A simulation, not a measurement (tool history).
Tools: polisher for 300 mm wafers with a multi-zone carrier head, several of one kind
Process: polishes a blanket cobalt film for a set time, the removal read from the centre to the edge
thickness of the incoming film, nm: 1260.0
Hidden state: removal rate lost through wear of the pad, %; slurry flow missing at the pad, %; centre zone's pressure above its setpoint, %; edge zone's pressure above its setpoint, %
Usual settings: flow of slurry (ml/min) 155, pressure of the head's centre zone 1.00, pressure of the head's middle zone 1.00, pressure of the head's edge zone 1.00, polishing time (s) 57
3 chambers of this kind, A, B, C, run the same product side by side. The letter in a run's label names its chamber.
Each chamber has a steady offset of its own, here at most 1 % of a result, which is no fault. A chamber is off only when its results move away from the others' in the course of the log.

run   hour  flow of slurry (ml/min)  pressure of the head's centre zone  pressure of the head's middle zone  pressure of the head's edge zone  polishing time (s)  wafers polished on this pad  hours since the slurry nozzle was cleaned  hours since the centre zone pressure was calibrated  hours since the edge zone pressure was calibrated  film removed at the wafer's centre (angstrom)  film removed at mid-radius (angstrom)  film removed at the wafer's edge (angstrom)
 1C   13.0                      155                                1.00                                1.00                              1.00                  57                          517                                      226.6                                                503.1                                              190.2                                         4403.3                                 4505.6                                       4474.0
 2A   27.1                      155                                1.00                                1.00                              1.00                  57                          349                                      514.0                                                262.6                                              763.6                                         4443.7                                 4485.9                                       4372.6
      31.4  -- chamber A: centre zone pressure recalibrated
      33.5  -- chamber B: worn pad replaced by a new one
      34.9  -- chamber C: worn pad replaced by a new one
 3B   40.4                      155                                1.00                                1.00                              1.00                  57                           59                                      217.5                                                432.9                                              533.1                                         4439.2                                 4473.7                                       4459.3
 4A   50.6                      155                                1.00                                1.00                              1.00                  57                          552                                      537.5                                                 19.3                                              787.1                                         4432.6                                 4483.4                                       4313.8
      55.5  -- chamber A: worn pad replaced by a new one
      56.7  -- chamber B: slurry nozzle cleaned
 5C   61.2                      155                                1.00                                1.00                              1.00                  57                          226                                      274.8                                                551.3                                              238.4                                         4395.8                                 4395.9                                       4383.7
 6B   71.7                      155                                1.00                                1.00                              1.00                  57                          329                                       15.0                                                464.2                                              564.4                                         4457.3                                 4483.7                                       4436.9
 7B   80.5                      155                                1.00                                1.00                              1.00                  57                          405                                       23.8                                                473.0                                              573.2                                         4419.9                                 4456.2                                       4466.7
      82.1  -- chamber B: centre zone pressure recalibrated
 8A   95.7                      175                                1.09                                1.00                              1.00                  57                          346                                      582.6                                                 64.4                                              832.2                                         4977.9                                 4601.8                                       4418.1
 9C  108.8                      175                                1.09                                1.00                              1.00                  57                          637                                      322.4                                                598.9                                              286.0                                         4997.2                                 4491.5                                       4530.2
     119.3  -- chamber A: worn pad replaced by a new one
10A  123.7                      175                                1.09                                1.00                              1.00                  57                           38                                      610.6                                                 92.4                                              860.2                                         5024.9                                 4491.8                                       4507.3
     128.7  -- chamber C: worn pad replaced by a new one
11B  138.4                      155                                1.00                                1.00                              1.00                  57                          904                                       81.7                                                 56.4                                              631.1                                         4417.5                                 4479.6                                       4360.9
12C  152.3                      155                                1.00                                1.00                              1.00                  57                          204                                      365.9                                                642.4                                              329.5                                         4410.0                                 4391.1                                       4467.7
13B  159.5                      155                                1.00                                1.00                              1.00                  57                         1086                                      102.8                                                 77.5                                              652.2                                         4364.7                                 4478.9                                       4328.0
     171.1  -- chamber C: centre zone pressure recalibrated
14C  174.2                      155                                1.00                                1.00                              1.00                  38                          392                                      387.8                                                  3.1                                              351.4                                         2923.7                                 2928.2                                       3000.8
     175.3  -- chamber B: worn pad replaced by a new one
     181.1  -- chamber A: worn pad replaced by a new one
15A  186.9                      155                                1.00                                1.00                              1.00                  38                           50                                      673.8                                                155.6                                              923.4                                         2996.1                                 2964.8                                       2998.5
     187.1  -- chamber B: edge zone pressure recalibrated
16A  197.1                      155                                1.00                                1.00                              1.00                  38                          137                                      684.0                                                165.8                                              933.6                                         2965.1                                 2936.8                                       2998.9
17B  205.5                      155                                1.00                                1.00                              1.00                  57                          260                                      148.8                                                123.5                                               18.5                                         4393.0                                 4450.0                                       4458.3
18C  215.5                      155                                1.00                                1.00                              1.00                  57                          748                                      429.1                                                 44.4                                              392.7                                         4278.8                                 4325.4                                       4465.4
     220.5  -- chamber C: worn pad replaced by a new one
19B  227.1                      155                                1.00                                1.00                              1.00                  57                          446                                      170.4                                                145.1                                               40.1                                         4426.7                                 4496.0                                       4370.0
20C  237.5                      155                                1.00                                1.00                              1.00                  57                          146                                      451.1                                                 66.4                                              414.7                                         4211.5                                 4255.6                                       4267.9
21A  248.9                      155                                1.00                                1.00                              1.00                  57                          584                                      735.8                                                217.6                                              985.4                                         4379.7                                 4383.2                                       4386.1
     250.9  -- chamber A: worn pad replaced by a new one
22B  260.8                      155                                1.00                                1.00                              1.00                  57                          737                                      204.1                                                178.8                                               73.8                                         4395.4                                 4442.5                                       4320.4
23C  274.2                      155                                1.00                                1.00                              1.00                  57                          463                                      487.8                                                103.1                                              451.4                                         4045.0                                 4161.9                                       4304.8
24A  284.7                      155                                1.00                                1.00                              1.00                  57                          291                                      771.6                                                253.4                                             1021.2                                         4452.6                                 4484.9                                       4532.8
25A  294.0                      155                                1.00                                1.00                              1.00                  57                          371                                      780.9                                                262.7                                             1030.5                                         4403.1                                 4380.0                                       4386.9
26B  304.1                      155                                1.00                                1.00                              1.04                  57                         1110                                      247.4                                                222.1                                              117.1                                         4397.7                                 4552.3                                       4504.9

Is one chamber off against the others, does the gauge drift, or is nothing wrong? If a chamber is off, say which, and what the likeliest cause is.

Chamber C drifts away from the others.
Cause: slurry flow missing at the pad, % = 34.

Here are 4 candidates for chamber C's next run, each the usual settings with a change, their results left as question marks. Which one brings its results back in line with what the others give on the usual settings?
In line means no further than this from the other chambers' mean on the usual settings: film removed at the wafer's centre (angstrom) 120.0; film removed at mid-radius (angstrom) 150.0; film removed at the wafer's edge (angstrom) 200.0
27C-1  316.1                      150                                0.99                                0.99                              1.01                  56                                                                                                                                                                                                                              ?                                      ?                                            ?
27C-2  316.1                      165                                1.02                                1.02                              0.98                  60                                                                                                                                                                                                                              ?                                      ?                                            ?
27C-3  316.1                      160                                1.01                                1.01                              0.99                  58                                                                                                                                                                                                                              ?                                      ?                                            ?
27C-4  316.1                      145                                0.98                                0.98                              1.02                  54                                                                                                                                                                                                                              ?                                      ?                                            ?

The other chambers' mean on the usual settings: film removed at the wafer's centre (angstrom) 4406.4; film removed at mid-radius (angstrom) 4444.4; film removed at the wafer's edge (angstrom) 4403.8
  run  film removed at the wafer's centre (angstrom)  film removed at mid-radius (angstrom)  film removed at the wafer's edge (angstrom)
27C-1                                         3867.1                                 3914.0                                       4113.4
27C-2                                         4409.8                                 4418.0                                       4412.0
27C-3                                         4178.1                                 4199.6                                       4264.8
27C-4                                         3646.6                                 3704.6                                       3962.1
27C-2 brings the chamber back in line.
